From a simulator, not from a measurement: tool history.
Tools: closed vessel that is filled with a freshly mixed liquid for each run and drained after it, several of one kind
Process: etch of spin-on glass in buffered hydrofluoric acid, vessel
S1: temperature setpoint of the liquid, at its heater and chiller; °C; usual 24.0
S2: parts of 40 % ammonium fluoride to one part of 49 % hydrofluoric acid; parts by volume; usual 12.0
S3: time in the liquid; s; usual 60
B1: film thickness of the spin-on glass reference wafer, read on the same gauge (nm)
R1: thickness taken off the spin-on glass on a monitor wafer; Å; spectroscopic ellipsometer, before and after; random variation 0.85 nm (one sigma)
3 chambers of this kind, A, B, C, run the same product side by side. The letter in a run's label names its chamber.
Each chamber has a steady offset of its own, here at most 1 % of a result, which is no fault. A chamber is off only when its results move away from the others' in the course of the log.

Run 1B, hour 4.3: usual settings; B1 100.010. Result: R1 1347.3 Å.
Run 2C, hour 10.3: usual settings; B1 99.991. Result: R1 1337.8 Å.
Run 3A, hour 16.0: usual settings; B1 99.999. Result: R1 1359.3 Å.
Run 4A, hour 18.7: usual settings; B1 99.972. Result: R1 1353.4 Å.
Run 5C, hour 22.8: usual settings; B1 99.990. Result: R1 1348.8 Å.
Run 6B, hour 27.1: usual settings; B1 99.957. Result: R1 1358.6 Å.
Run 7C, hour 30.2: usual settings but S1 26.0 °C, S2 9.5 parts by volume; B1 100.020. Result: R1 1855.3 Å.
Run 8B, hour 35.5: usual settings but S1 26.0 °C, S2 9.5 parts by volume; B1 99.982. Result: R1 1873.5 Å.
Run 9A, hour 40.1: usual settings but S1 26.0 °C, S2 9.5 parts by volume; B1 100.010. Result: R1 1878.2 Å.
Run 10C, hour 45.8: usual settings; B1 100.040. Result: R1 1353.5 Å.
Run 11B, hour 50.5: usual settings; B1 99.987. Result: R1 1349.5 Å.
Run 12A, hour 54.9: usual settings; B1 99.970. Result: R1 1343.1 Å.
Run 13B, hour 60.0: usual settings; B1 99.990. Result: R1 1360.7 Å.
Run 14A, hour 63.3: usual settings; B1 99.989. Result: R1 1352.6 Å.
Run 15C, hour 68.3: usual settings; B1 99.986. Result: R1 1349.4 Å.
Run 16C, hour 71.6: usual settings; B1 100.030. Result: R1 1345.2 Å.
Run 17B, hour 76.1: usual settings; B1 100.020. Result: R1 1370.3 Å.
Run 18A, hour 79.2: usual settings; B1 100.030. Result: R1 1365.1 Å.
Run 19A, hour 82.3: usual settings; B1 99.993. Result: R1 1368.5 Å.
Run 20C, hour 85.1: usual settings; B1 99.999. Result: R1 1344.8 Å.
Run 21B, hour 90.8: usual settings; B1 100.020. Result: R1 1364.3 Å.
Run 22A, hour 96.1: usual settings; B1 100.010. Result: R1 1333.9 Å.
Run 23C, hour 100.6: usual settings; B1 99.993. Result: R1 1342.2 Å.
Run 24B, hour 106.3: usual settings; B1 100.010. Result: R1 1335.1 Å.
At hour 111.7: chamber C: hydrofluoric acid flow meter replaced.
Run 25A, hour 112.0: usual settings; B1 99.992. Result: R1 1355.0 Å.
Run 26B, hour 115.7: usual settings; B1 100.010. Result: R1 1331.8 Å.
Run 27C, hour 120.1: usual settings; B1 100.000. Result: R1 1355.2 Å.
Run 28C, hour 124.0: usual settings; B1 99.996. Result: R1 1351.1 Å.
Run 29B, hour 129.7: usual settings but S3 45 s; B1 99.977. Result: R1 1003.0 Å.
Run 30A, hour 134.4: usual settings but S3 45 s; B1 99.998. Result: R1 1005.6 Å.
Run 31A, hour 138.1: usual settings but S3 45 s; B1 100.010. Result: R1 1011.8 Å.
Run 32B, hour 141.1: usual settings; B1 100.010. Result: R1 1311.6 Å.
Run 33C, hour 145.1: usual settings; B1 99.996. Result: R1 1343.1 Å.
Run 34C, hour 149.5: usual settings; B1 100.010. Result: R1 1352.5 Å.
Run 35A, hour 154.7: usual settings; B1 100.000. Result: R1 1357.2 Å.
Run 36B, hour 160.0: usual settings but S1 21.5 °C, S2 9.0 parts by volume; B1 100.010. Result: R1 1474.2 Å.
Run 37B, hour 163.8: usual settings but S1 21.5 °C, S2 9.0 parts by volume; B1 100.020. Result: R1 1467.1 Å.
Run 38A, hour 168.3: usual settings but S1 21.5 °C, S2 9.0 parts by volume; B1 100.010. Result: R1 1507.0 Å.
At hour 170.0: chamber A: thermometer replaced.
Run 39C, hour 173.8: usual settings but S1 26.5 °C; B1 99.976. Result: R1 1546.8 Å.
Run 40B, hour 177.8: usual settings but S1 26.5 °C; B1 100.030. Result: R1 1502.1 Å.
Run 41A, hour 181.0: usual settings but S1 26.5 °C; B1 100.010. Result: R1 1550.7 Å.
Run 42C, hour 186.6: usual settings; B1 99.990. Result: R1 1352.2 Å.
Run 43C, hour 192.5: usual settings; B1 99.979. Result: R1 1352.5 Å.

What goes on in this fleet: one chamber off, a drifting gauge, or nothing beyond the chambers' own small offsets? Name the chamber and the cause, if any.

Chamber B drifts away from the others.
Cause: hydrofluoric acid flow below the setpoint (%) = 4.66.
The log may not tell that from: liquid colder than its thermometer reads (K).

Here are 4 candidates for chamber B's next run, each the usual settings with a change, their results left as question marks. Which one brings its results back in line with what the others give on the usual settings?
In line means no further than this from the other chambers' mean on the usual settings: R1 30.0 Å
Run 44B-1, hour 196.8: usual settings but S1 25.5 °C. Result: R1 ?.
Run 44B-2, hour 196.8: usual settings but S2 12.5 parts by volume. Result: R1 ?.
Run 44B-3, hour 196.8: usual settings but S2 11.5 parts by volume. Result: R1 ?.
Run 44B-4, hour 196.8: usual settings but S1 22.5 °C. Result: R1 ?.

The other chambers' mean on the usual settings: R1 1350.2 Å
  run      R1
44B-1  1408.3
44B-2  1246.7
44B-3  1351.0
44B-4  1193.0
44B-3 brings the chamber back in line.
